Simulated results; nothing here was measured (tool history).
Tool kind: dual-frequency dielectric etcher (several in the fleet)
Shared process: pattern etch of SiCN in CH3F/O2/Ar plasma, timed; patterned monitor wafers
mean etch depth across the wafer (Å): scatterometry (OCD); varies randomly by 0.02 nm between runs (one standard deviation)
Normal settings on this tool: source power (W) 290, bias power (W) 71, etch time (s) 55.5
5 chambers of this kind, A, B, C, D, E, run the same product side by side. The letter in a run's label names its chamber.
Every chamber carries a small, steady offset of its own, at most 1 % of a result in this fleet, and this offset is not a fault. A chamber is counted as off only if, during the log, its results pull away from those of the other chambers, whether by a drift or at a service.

run,day,source power (W),bias power (W),etch time (s),"read-back reference wafer on the same gauge, depth_nm",mean etch depth across the wafer (Å)
1E,0.225,290,71,55.5,20.498,184.16
2D,0.450,290,71,55.5,20.501,184.77
3C,0.562,290,71,55.5,20.504,183.19
# day 0.588: chamber B: wet clean of the chamber
4A,0.700,290,71,55.5,20.506,183.18
5B,0.867,290,71,55.5,20.518,182.29
6D,1.046,290,71,55.5,20.514,184.53
7E,1.267,290,71,55.5,20.522,184.79
8C,1.442,290,71,55.5,20.527,182.81
9A,1.567,290,71,55.5,20.526,183.70
10B,1.746,290,71,55.5,20.526,182.84
11A,1.888,290,71,55.5,20.527,183.54
12E,2.025,290,71,55.5,20.526,184.99
13C,2.175,290,71,55.5,20.533,183.52
14B,2.354,290,71,55.5,20.534,182.77
15D,2.529,290,71,55.5,20.541,185.21
16D,2.642,290,71,55.5,20.538,184.81
17B,2.758,260,71,55.5,20.543,175.69
18C,2.975,260,71,55.5,20.539,175.45
19A,3.200,260,71,55.5,20.550,176.59
20E,3.312,260,71,55.5,20.547,177.47
21C,3.521,260,71,55.5,20.548,175.95
22E,3.667,290,71,55.5,20.553,185.21
23D,3.900,290,71,55.5,20.552,184.62
24B,4.050,290,71,55.5,20.560,182.98
25A,4.283,290,63,55.5,20.561,176.24
26D,4.404,290,63,55.5,20.567,177.45
27E,4.550,290,63,55.5,20.564,176.94
28A,4.754,290,63,55.5,20.568,176.24
29B,4.912,290,63,55.5,20.572,175.28
30C,5.017,290,71,55.5,20.575,183.64
31E,5.142,290,71,55.5,20.584,185.30
32A,5.329,290,88,55.5,20.586,199.07
33B,5.533,290,88,55.5,20.579,198.31
34D,5.733,290,88,55.5,20.583,200.44
35C,5.862,290,88,55.5,20.594,198.45
36C,6.079,290,88,55.5,20.584,198.83

All 5 chambers run these settings next. Forecast each chamber's results:
37A,6.254,290,71,55.5,,?
37B,6.254,290,71,55.5,,?
37C,6.254,290,71,55.5,,?
37D,6.254,290,71,55.5,,?
37E,6.254,290,71,55.5,,?

run,mean etch depth across the wafer (Å)
37A,183.91
37B,183.20
37C,183.61
37D,185.46
37E,185.23

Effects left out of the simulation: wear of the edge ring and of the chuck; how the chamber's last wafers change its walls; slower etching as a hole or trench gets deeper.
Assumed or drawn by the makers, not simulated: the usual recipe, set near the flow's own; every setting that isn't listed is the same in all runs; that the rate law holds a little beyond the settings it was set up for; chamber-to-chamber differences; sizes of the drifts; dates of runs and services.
